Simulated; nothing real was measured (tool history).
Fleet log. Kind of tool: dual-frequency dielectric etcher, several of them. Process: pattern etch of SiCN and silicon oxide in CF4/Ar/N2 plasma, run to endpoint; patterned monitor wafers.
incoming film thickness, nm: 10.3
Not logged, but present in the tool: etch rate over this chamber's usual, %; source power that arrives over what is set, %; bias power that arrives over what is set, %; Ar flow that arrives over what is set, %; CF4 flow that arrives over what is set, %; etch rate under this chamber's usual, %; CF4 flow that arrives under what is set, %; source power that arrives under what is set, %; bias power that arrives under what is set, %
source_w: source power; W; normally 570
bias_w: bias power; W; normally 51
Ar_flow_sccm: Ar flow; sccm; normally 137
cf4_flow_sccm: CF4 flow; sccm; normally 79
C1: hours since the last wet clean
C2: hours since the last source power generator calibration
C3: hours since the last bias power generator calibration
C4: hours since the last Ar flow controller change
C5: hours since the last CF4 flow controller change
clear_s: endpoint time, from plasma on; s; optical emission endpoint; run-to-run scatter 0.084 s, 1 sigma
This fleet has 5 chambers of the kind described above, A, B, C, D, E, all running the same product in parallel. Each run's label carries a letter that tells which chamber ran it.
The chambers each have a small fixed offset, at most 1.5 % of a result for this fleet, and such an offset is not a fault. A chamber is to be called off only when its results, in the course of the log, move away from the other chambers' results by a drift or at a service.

-- hour=1.4 chamber E: CF4 flow controller replaced
run 1A hour=14.8 | source_w=570 bias_w=51 Ar_flow_sccm=137 cf4_flow_sccm=79 | C1=110.2 C2=599.6 C3=1634.5 C4=2843.7 C5=3929.2 | clear_s=11.103
run 2E hour=23.8 | source_w=570 bias_w=51 Ar_flow_sccm=137 cf4_flow_sccm=79 | C1=413.2 C2=1660.8 C3=156.6 C4=581.5 C5=22.4 | clear_s=11.324
run 3B hour=35.2 | source_w=570 bias_w=51 Ar_flow_sccm=137 cf4_flow_sccm=79 | C1=351.4 C2=1606.3 C3=835.6 C4=68.2 C5=3272.1 | clear_s=11.258
run 4C hour=49.8 | source_w=570 bias_w=51 Ar_flow_sccm=137 cf4_flow_sccm=79 | C1=294.3 C2=1535 C3=1119.5 C4=3055 C5=2130.7 | clear_s=11.238
run 5D hour=64.2 | source_w=530 bias_w=46 Ar_flow_sccm=137 cf4_flow_sccm=79 | C1=202.9 C2=588.8 C3=123.4 C4=1770.1 C5=1800.2 | clear_s=12.497
run 6A hour=79.4 | source_w=530 bias_w=46 Ar_flow_sccm=137 cf4_flow_sccm=79 | C1=174.8 C2=664.2 C3=1699.1 C4=2908.3 C5=3993.8 | clear_s=12.251
run 7D hour=90.4 | source_w=530 bias_w=46 Ar_flow_sccm=137 cf4_flow_sccm=79 | C1=229.1 C2=615 C3=149.6 C4=1796.3 C5=1826.4 | clear_s=12.408
run 8C hour=98.1 | source_w=530 bias_w=46 Ar_flow_sccm=137 cf4_flow_sccm=79 | C1=342.6 C2=1583.3 C3=1167.8 C4=3103.3 C5=2179 | clear_s=12.354
run 9E hour=105.3 | source_w=530 bias_w=46 Ar_flow_sccm=137 cf4_flow_sccm=79 | C1=494.7 C2=1742.3 C3=238.1 C4=663 C5=103.9 | clear_s=12.323
run 10B hour=117.5 | source_w=570 bias_w=51 Ar_flow_sccm=137 cf4_flow_sccm=79 | C1=433.7 C2=1688.6 C3=917.9 C4=150.5 C5=3354.4 | clear_s=11.348
-- hour=125.7 chamber C: wet clean of the chamber
run 11D hour=129.2 | source_w=570 bias_w=51 Ar_flow_sccm=137 cf4_flow_sccm=79 | C1=267.9 C2=653.8 C3=188.4 C4=1835.1 C5=1865.2 | clear_s=11.229
run 12E hour=138.4 | source_w=570 bias_w=51 Ar_flow_sccm=137 cf4_flow_sccm=79 | C1=527.8 C2=1775.4 C3=271.2 C4=696.1 C5=137 | clear_s=11.344
run 13B hour=148.4 | source_w=570 bias_w=51 Ar_flow_sccm=137 cf4_flow_sccm=79 | C1=464.6 C2=1719.5 C3=948.8 C4=181.4 C5=3385.3 | clear_s=11.107
-- hour=154 chamber E: wet clean of the chamber
run 14A hour=158.3 | source_w=570 bias_w=51 Ar_flow_sccm=137 cf4_flow_sccm=79 | C1=253.7 C2=743.1 C3=1778 C4=2987.2 C5=4072.7 | clear_s=11.152
run 15C hour=167.1 | source_w=570 bias_w=51 Ar_flow_sccm=137 cf4_flow_sccm=79 | C1=41.5 C2=1652.3 C3=1236.8 C4=3172.3 C5=2248 | clear_s=11.183
run 16E hour=174.6 | source_w=570 bias_w=51 Ar_flow_sccm=137 cf4_flow_sccm=79 | C1=20.6 C2=1811.6 C3=307.4 C4=732.3 C5=173.2 | clear_s=11.273
-- hour=178.4 chamber E: source power generator calibrated
run 17D hour=183.6 | source_w=570 bias_w=51 Ar_flow_sccm=137 cf4_flow_sccm=79 | C1=322.3 C2=708.2 C3=242.8 C4=1889.5 C5=1919.6 | clear_s=11.291
run 18A hour=193.9 | source_w=570 bias_w=51 Ar_flow_sccm=137 cf4_flow_sccm=79 | C1=289.3 C2=778.7 C3=1813.6 C4=3022.8 C5=4108.3 | clear_s=11.123
run 19B hour=201.6 | source_w=570 bias_w=51 Ar_flow_sccm=137 cf4_flow_sccm=79 | C1=517.8 C2=1772.7 C3=1002 C4=234.6 C5=3438.5 | clear_s=11.383
run 20C hour=209.9 | source_w=570 bias_w=51 Ar_flow_sccm=137 cf4_flow_sccm=79 | C1=84.3 C2=1695.1 C3=1279.6 C4=3215.1 C5=2290.8 | clear_s=11.266
run 21C hour=225.4 | source_w=570 bias_w=51 Ar_flow_sccm=137 cf4_flow_sccm=79 | C1=99.8 C2=1710.6 C3=1295.1 C4=3230.6 C5=2306.3 | clear_s=11.288
-- hour=226.8 chamber A: bias power generator calibrated
run 22E hour=233.4 | source_w=570 bias_w=51 Ar_flow_sccm=148 cf4_flow_sccm=63 | C1=79.4 C2=55.1 C3=366.2 C4=791.1 C5=232 | clear_s=11.799
-- hour=239.6 chamber D: wet clean of the chamber
run 23B hour=246.5 | source_w=570 bias_w=51 Ar_flow_sccm=148 cf4_flow_sccm=63 | C1=562.7 C2=1817.6 C3=1046.9 C4=279.5 C5=3483.4 | clear_s=12.111
run 24D hour=258.7 | source_w=570 bias_w=51 Ar_flow_sccm=148 cf4_flow_sccm=63 | C1=19.1 C2=783.3 C3=317.9 C4=1964.6 C5=1994.7 | clear_s=12.082
-- hour=261.5 chamber A: wet clean of the chamber
run 25A hour=269.1 | source_w=570 bias_w=51 Ar_flow_sccm=148 cf4_flow_sccm=63 | C1=7.7 C2=853.9 C3=42.4 C4=3098 C5=4183.5 | clear_s=11.695
run 26A hour=281.6 | source_w=570 bias_w=51 Ar_flow_sccm=148 cf4_flow_sccm=63 | C1=20.2 C2=866.4 C3=54.9 C4=3110.5 C5=4196 | clear_s=11.72
run 27C hour=297.2 | source_w=570 bias_w=51 Ar_flow_sccm=137 cf4_flow_sccm=79 | C1=171.6 C2=1782.4 C3=1366.9 C4=3302.4 C5=2378.1 | clear_s=11.262
run 28E hour=310 | source_w=570 bias_w=51 Ar_flow_sccm=137 cf4_flow_sccm=79 | C1=156 C2=131.7 C3=442.8 C4=867.7 C5=308.6 | clear_s=11.349
run 29B hour=325.9 | source_w=570 bias_w=51 Ar_flow_sccm=137 cf4_flow_sccm=79 | C1=642.1 C2=1897 C3=1126.3 C4=358.9 C5=3562.8 | clear_s=11.649
-- hour=333 chamber B: CF4 flow controller replaced
run 30D hour=341.4 | source_w=570 bias_w=51 Ar_flow_sccm=137 cf4_flow_sccm=79 | C1=101.8 C2=866 C3=400.6 C4=2047.3 C5=2077.4 | clear_s=11.366
run 31E hour=355.2 | source_w=570 bias_w=51 Ar_flow_sccm=137 cf4_flow_sccm=79 | C1=201.2 C2=176.9 C3=488 C4=912.9 C5=353.8 | clear_s=11.258
run 32D hour=363.1 | source_w=570 bias_w=51 Ar_flow_sccm=137 cf4_flow_sccm=79 | C1=123.5 C2=887.7 C3=422.3 C4=2069 C5=2099.1 | clear_s=11.207
run 33B hour=376.8 | source_w=570 bias_w=51 Ar_flow_sccm=137 cf4_flow_sccm=79 | C1=693 C2=1947.9 C3=1177.2 C4=409.8 C5=43.8 | clear_s=11.727
run 34C hour=392.5 | source_w=570 bias_w=51 Ar_flow_sccm=137 cf4_flow_sccm=79 | C1=266.9 C2=1877.7 C3=1462.2 C4=3397.7 C5=2473.4 | clear_s=11.395
run 35A hour=401.7 | source_w=570 bias_w=51 Ar_flow_sccm=121 cf4_flow_sccm=94 | C1=140.3 C2=986.5 C3=175 C4=3230.6 C5=4316.1 | clear_s=10.469
run 36B hour=410 | source_w=570 bias_w=51 Ar_flow_sccm=121 cf4_flow_sccm=94 | C1=726.2 C2=1981.1 C3=1210.4 C4=443 C5=77 | clear_s=11.161
run 37E hour=420.7 | source_w=570 bias_w=51 Ar_flow_sccm=121 cf4_flow_sccm=94 | C1=266.7 C2=242.4 C3=553.5 C4=978.4 C5=419.3 | clear_s=10.797
run 38D hour=430 | source_w=570 bias_w=51 Ar_flow_sccm=121 cf4_flow_sccm=94 | C1=190.4 C2=954.6 C3=489.2 C4=2135.9 C5=2166 | clear_s=10.668
run 39C hour=440.2 | source_w=570 bias_w=51 Ar_flow_sccm=121 cf4_flow_sccm=94 | C1=314.6 C2=1925.4 C3=1509.9 C4=3445.4 C5=2521.1 | clear_s=10.629

Read the log: is a single chamber off, either drifting away or since a service, is the gauge that measures every chamber drifting, or is nothing wrong beyond small per-chamber offsets? Name any odd chamber and what most likely caused it.

Little by little, chamber B moves away from the other chambers.
Most likely cause: etch rate under this chamber's usual, % = 4.3.
Not necessarily distinguishable in this log from: source power that arrives under what is set, %.

Here are 4 candidates for chamber B's next run, each the usual settings with a change, their results left as question marks. Which one brings its results back in line with what the others give on the usual settings?
In line means no further than this from the other chambers' mean on the usual settings: clear_s 0.29 s
run 40B-1 hour=451.7 | source_w=520 bias_w=49 Ar_flow_sccm=140 cf4_flow_sccm=77 | clear_s=?
run 40B-2 hour=451.7 | source_w=630 bias_w=51 Ar_flow_sccm=134 cf4_flow_sccm=81 | clear_s=?
run 40B-3 hour=451.7 | source_w=540 bias_w=50 Ar_flow_sccm=138 cf4_flow_sccm=78 | clear_s=?
run 40B-4 hour=451.7 | source_w=570 bias_w=51 Ar_flow_sccm=137 cf4_flow_sccm=101 | clear_s=?

What the other chambers average on the usual settings: clear_s 11.22 s
run=40B-1 clear_s=13.088
run=40B-2 clear_s=10.715
run=40B-3 clear_s=12.513
run=40B-4 clear_s=11.306
40B-4 puts the chamber back in line with the other chambers.
